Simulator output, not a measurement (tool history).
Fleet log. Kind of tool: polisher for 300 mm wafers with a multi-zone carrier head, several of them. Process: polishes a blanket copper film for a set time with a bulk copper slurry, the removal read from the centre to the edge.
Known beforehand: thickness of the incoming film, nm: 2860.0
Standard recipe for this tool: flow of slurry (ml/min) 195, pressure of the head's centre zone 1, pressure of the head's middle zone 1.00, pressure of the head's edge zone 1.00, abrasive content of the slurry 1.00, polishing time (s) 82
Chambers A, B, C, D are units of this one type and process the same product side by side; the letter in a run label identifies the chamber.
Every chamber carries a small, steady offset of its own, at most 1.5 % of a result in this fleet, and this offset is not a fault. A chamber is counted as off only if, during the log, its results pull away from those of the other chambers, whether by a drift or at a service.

run,day,flow of slurry (ml/min),pressure of the head's centre zone,pressure of the head's middle zone,pressure of the head's edge zone,abrasive content of the slurry,polishing time (s),film removed at the wafer's centre (angstrom),film removed at mid-radius (angstrom),film removed at the wafer's edge (angstrom)
1B,0.354,195,1,1.00,1.00,1.00,82,7134.0,6955.9,7116.0
2D,0.688,195,1,1.00,1.00,1.00,82,7173.6,7193.3,7090.8
# day 0.988: chamber A: worn pad replaced by a new one
3C,1.025,195,1,1.00,1.00,1.00,82,7164.1,7109.6,7178.5
4A,1.196,195,1,1.00,1.00,1.00,82,7025.9,7214.1,7061.1
5A,1.392,195,1,1.00,1.00,1.00,82,7087.2,7087.8,7009.6
# day 1.483: chamber D: worn pad replaced by a new one
6D,1.600,195,1,1.00,1.00,1.00,82,7216.1,6921.0,7145.1
7C,1.775,195,1,1.00,1.00,1.00,67,5721.9,5886.5,5828.5
# day 2.017: chamber C: worn pad replaced by a new one
8B,2.079,195,1,1.00,1.00,1.00,67,5735.2,5802.8,5819.3
9A,2.392,195,1,1.00,1.00,1.00,67,5783.1,5810.8,5764.3
# day 2.558: chamber B: slurry nozzle cleaned
10C,2.600,195,1,1.00,1.00,1.00,67,5911.7,5773.6,5800.5
11D,2.825,195,1,1.00,1.00,1.00,82,7341.2,7212.4,7101.3
12B,3.096,195,1,1.00,1.08,1.00,82,7037.5,7094.2,7439.4
# day 3.208: chamber B: worn pad replaced by a new one
# day 3.254: chamber A: slurry nozzle cleaned
13B,3.325,195,1,1.00,1.08,1.00,82,7133.4,7107.7,7429.1
14A,3.688,195,1,1.00,1.08,1.00,82,7229.9,7061.3,7389.1
15C,3.871,195,1,1.00,1.08,1.00,82,7046.7,7037.0,7452.7
# day 3.888: chamber A: worn pad replaced by a new one
16D,4.246,195,1,1.00,1.00,1.00,82,7651.0,7038.7,7114.8
17B,4.546,195,1,1.00,1.00,1.00,82,7072.3,7096.5,7113.7
# day 4.779: chamber D: worn pad replaced by a new one
18A,4.917,195,1,1.00,1.00,1.00,82,7143.7,7243.8,7051.2
19D,5.079,195,1,1.00,1.00,1.00,82,7692.8,7119.0,7068.0
20C,5.433,195,1,1.00,1.00,1.00,82,6966.1,7081.5,7052.2
21A,5.771,195,1,0.96,1.00,0.85,82,6832.4,6562.9,6861.1
22B,5.954,195,1,0.96,1.00,0.85,82,6859.1,6618.1,6845.7
23D,6.283,195,1,0.96,1.00,0.85,82,7633.9,6570.2,6841.0
24C,6.633,195,1,0.96,1.00,0.85,82,7029.8,6613.4,6838.2

Next, every chamber runs the same settings. What will each give?
25A,6.900,195,1,1.00,1.00,1.00,82,?,?,?
25B,6.900,195,1,1.00,1.00,1.00,82,?,?,?
25C,6.900,195,1,1.00,1.00,1.00,82,?,?,?
25D,6.900,195,1,1.00,1.00,1.00,82,?,?,?

run,film removed at the wafer's centre (angstrom),film removed at mid-radius (angstrom),film removed at the wafer's edge (angstrom)
25A,7159.4,6973.3,7091.5
25B,6880.9,7225.9,7124.5
25C,7050.5,7339.4,7108.6
25D,7867.3,7215.0,7120.0
